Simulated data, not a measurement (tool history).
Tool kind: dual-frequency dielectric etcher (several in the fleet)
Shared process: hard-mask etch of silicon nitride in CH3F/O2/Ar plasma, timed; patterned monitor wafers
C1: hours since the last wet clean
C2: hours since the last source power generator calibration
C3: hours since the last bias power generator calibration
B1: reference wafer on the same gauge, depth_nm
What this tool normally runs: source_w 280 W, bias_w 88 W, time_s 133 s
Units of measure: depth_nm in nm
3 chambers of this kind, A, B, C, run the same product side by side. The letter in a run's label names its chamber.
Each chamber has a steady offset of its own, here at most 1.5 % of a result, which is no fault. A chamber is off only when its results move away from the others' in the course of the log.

run 1C hour=6.5 | source_w=280 bias_w=88 time_s=133 | C1=257.8 C2=1828.8 C3=1978.7 | B1=96.073 | depth_nm=87.211
run 2A hour=9.7 | source_w=280 bias_w=88 time_s=133 | C1=350.5 C2=2569.7 C3=2257.8 | B1=96.116 | depth_nm=86.850
run 3B hour=14.6 | source_w=280 bias_w=88 time_s=133 | C1=172.5 C2=3381.2 C3=45.4 | B1=96.137 | depth_nm=86.819
run 4B hour=19.5 | source_w=280 bias_w=88 time_s=133 | C1=177.4 C2=3386.1 C3=50.3 | B1=96.131 | depth_nm=86.551
run 5C hour=25.8 | source_w=280 bias_w=88 time_s=133 | C1=277.1 C2=1848.1 C3=1998.0 | B1=96.164 | depth_nm=87.592
run 6A hour=29.7 | source_w=280 bias_w=88 time_s=133 | C1=370.5 C2=2589.7 C3=2277.8 | B1=96.184 | depth_nm=87.045
run 7C hour=33.7 | source_w=280 bias_w=88 time_s=133 | C1=285.0 C2=1856.0 C3=2005.9 | B1=96.209 | depth_nm=87.544
run 8A hour=37.4 | source_w=280 bias_w=88 time_s=133 | C1=378.2 C2=2597.4 C3=2285.5 | B1=96.186 | depth_nm=86.790
run 9B hour=40.6 | source_w=300 bias_w=67 time_s=133 | C1=198.5 C2=3407.2 C3=71.4 | B1=96.213 | depth_nm=81.007
run 10C hour=44.0 | source_w=300 bias_w=67 time_s=133 | C1=295.3 C2=1866.3 C3=2016.2 | B1=96.211 | depth_nm=81.390
run 11A hour=50.5 | source_w=300 bias_w=67 time_s=133 | C1=391.3 C2=2610.5 C3=2298.6 | B1=96.197 | depth_nm=80.992
run 12B hour=53.8 | source_w=280 bias_w=88 time_s=133 | C1=211.7 C2=3420.4 C3=84.6 | B1=96.233 | depth_nm=87.036
run 13C hour=60.6 | source_w=280 bias_w=88 time_s=133 | C1=311.9 C2=1882.9 C3=2032.8 | B1=96.281 | depth_nm=87.480
run 14B hour=66.4 | source_w=280 bias_w=88 time_s=133 | C1=224.3 C2=3433.0 C3=97.2 | B1=96.258 | depth_nm=86.910
run 15A hour=73.2 | source_w=280 bias_w=88 time_s=133 | C1=414.0 C2=2633.2 C3=2321.3 | B1=96.279 | depth_nm=86.956
run 16C hour=80.0 | source_w=280 bias_w=88 time_s=133 | C1=331.3 C2=1902.3 C3=2052.2 | B1=96.279 | depth_nm=87.450
run 17B hour=84.4 | source_w=280 bias_w=88 time_s=133 | C1=242.3 C2=3451.0 C3=115.2 | B1=96.317 | depth_nm=86.758
run 18A hour=89.5 | source_w=280 bias_w=88 time_s=133 | C1=430.3 C2=2649.5 C3=2337.6 | B1=96.328 | depth_nm=87.102
run 19B hour=93.3 | source_w=280 bias_w=88 time_s=133 | C1=251.2 C2=3459.9 C3=124.1 | B1=96.359 | depth_nm=86.951
run 20A hour=97.6 | source_w=280 bias_w=88 time_s=133 | C1=438.4 C2=2657.6 C3=2345.7 | B1=96.327 | depth_nm=87.205
run 21C hour=101.0 | source_w=280 bias_w=88 time_s=133 | C1=352.3 C2=1923.3 C3=2073.2 | B1=96.358 | depth_nm=87.798
run 22A hour=106.6 | source_w=280 bias_w=88 time_s=133 | C1=447.4 C2=2666.6 C3=2354.7 | B1=96.397 | depth_nm=87.153
run 23B hour=109.9 | source_w=280 bias_w=88 time_s=133 | C1=267.8 C2=3476.5 C3=140.7 | B1=96.388 | depth_nm=86.826
run 24C hour=114.8 | source_w=280 bias_w=88 time_s=133 | C1=366.1 C2=1937.1 C3=2087.0 | B1=96.373 | depth_nm=87.442
-- hour=117.0 chamber C: source power generator calibrated
run 25B hour=119.9 | source_w=280 bias_w=88 time_s=133 | C1=277.8 C2=3486.5 C3=150.7 | B1=96.394 | depth_nm=86.827
run 26C hour=126.9 | source_w=280 bias_w=88 time_s=133 | C1=378.2 C2=9.9 C3=2099.1 | B1=96.418 | depth_nm=87.649
run 27A hour=131.2 | source_w=280 bias_w=98 time_s=110 | C1=472.0 C2=2691.2 C3=2379.3 | B1=96.407 | depth_nm=75.001
run 28A hour=135.4 | source_w=280 bias_w=98 time_s=110 | C1=476.2 C2=2695.4 C3=2383.5 | B1=96.419 | depth_nm=74.938
run 29B hour=140.7 | source_w=280 bias_w=98 time_s=110 | C1=298.6 C2=3507.3 C3=171.5 | B1=96.452 | depth_nm=74.672
run 30C hour=144.5 | source_w=280 bias_w=88 time_s=133 | C1=395.8 C2=27.5 C3=2116.7 | B1=96.460 | depth_nm=87.579
run 31B hour=148.5 | source_w=280 bias_w=88 time_s=133 | C1=306.4 C2=3515.1 C3=179.3 | B1=96.482 | depth_nm=86.921
run 32A hour=152.1 | source_w=280 bias_w=88 time_s=133 | C1=492.9 C2=2712.1 C3=2400.2 | B1=96.511 | depth_nm=87.192
run 33C hour=156.7 | source_w=280 bias_w=88 time_s=133 | C1=408.0 C2=39.7 C3=2128.9 | B1=96.516 | depth_nm=87.802
run 34A hour=160.2 | source_w=280 bias_w=88 time_s=133 | C1=501.0 C2=2720.2 C3=2408.3 | B1=96.483 | depth_nm=87.188
run 35C hour=164.1 | source_w=280 bias_w=88 time_s=133 | C1=415.4 C2=47.1 C3=2136.3 | B1=96.533 | depth_nm=87.845
run 36B hour=169.9 | source_w=280 bias_w=88 time_s=133 | C1=327.8 C2=3536.5 C3=200.7 | B1=96.539 | depth_nm=86.997
run 37A hour=176.2 | source_w=280 bias_w=88 time_s=133 | C1=517.0 C2=2736.2 C3=2424.3 | B1=96.522 | depth_nm=87.325
run 38C hour=182.8 | source_w=280 bias_w=88 time_s=133 | C1=434.1 C2=65.8 C3=2155.0 | B1=96.538 | depth_nm=87.906
run 39B hour=188.7 | source_w=240 bias_w=88 time_s=133 | C1=346.6 C2=3555.3 C3=219.5 | B1=96.532 | depth_nm=82.258
run 40B hour=192.4 | source_w=240 bias_w=88 time_s=133 | C1=350.3 C2=3559.0 C3=223.2 | B1=96.580 | depth_nm=82.150
run 41C hour=199.1 | source_w=240 bias_w=88 time_s=133 | C1=450.4 C2=82.1 C3=2171.3 | B1=96.580 | depth_nm=83.038
run 42A hour=205.5 | source_w=280 bias_w=88 time_s=133 | C1=546.3 C2=2765.5 C3=2453.6 | B1=96.626 | depth_nm=87.196

The same settings go to every chamber for the next run, one line per chamber below. Forecast the results for each:
run 43A hour=210.6 | source_w=280 bias_w=88 time_s=149 | depth_nm=?
run 43B hour=210.6 | source_w=280 bias_w=88 time_s=149 | depth_nm=?
run 43C hour=210.6 | source_w=280 bias_w=88 time_s=149 | depth_nm=?

run=43A depth_nm=97.768
run=43B depth_nm=97.557
run=43C depth_nm=98.485

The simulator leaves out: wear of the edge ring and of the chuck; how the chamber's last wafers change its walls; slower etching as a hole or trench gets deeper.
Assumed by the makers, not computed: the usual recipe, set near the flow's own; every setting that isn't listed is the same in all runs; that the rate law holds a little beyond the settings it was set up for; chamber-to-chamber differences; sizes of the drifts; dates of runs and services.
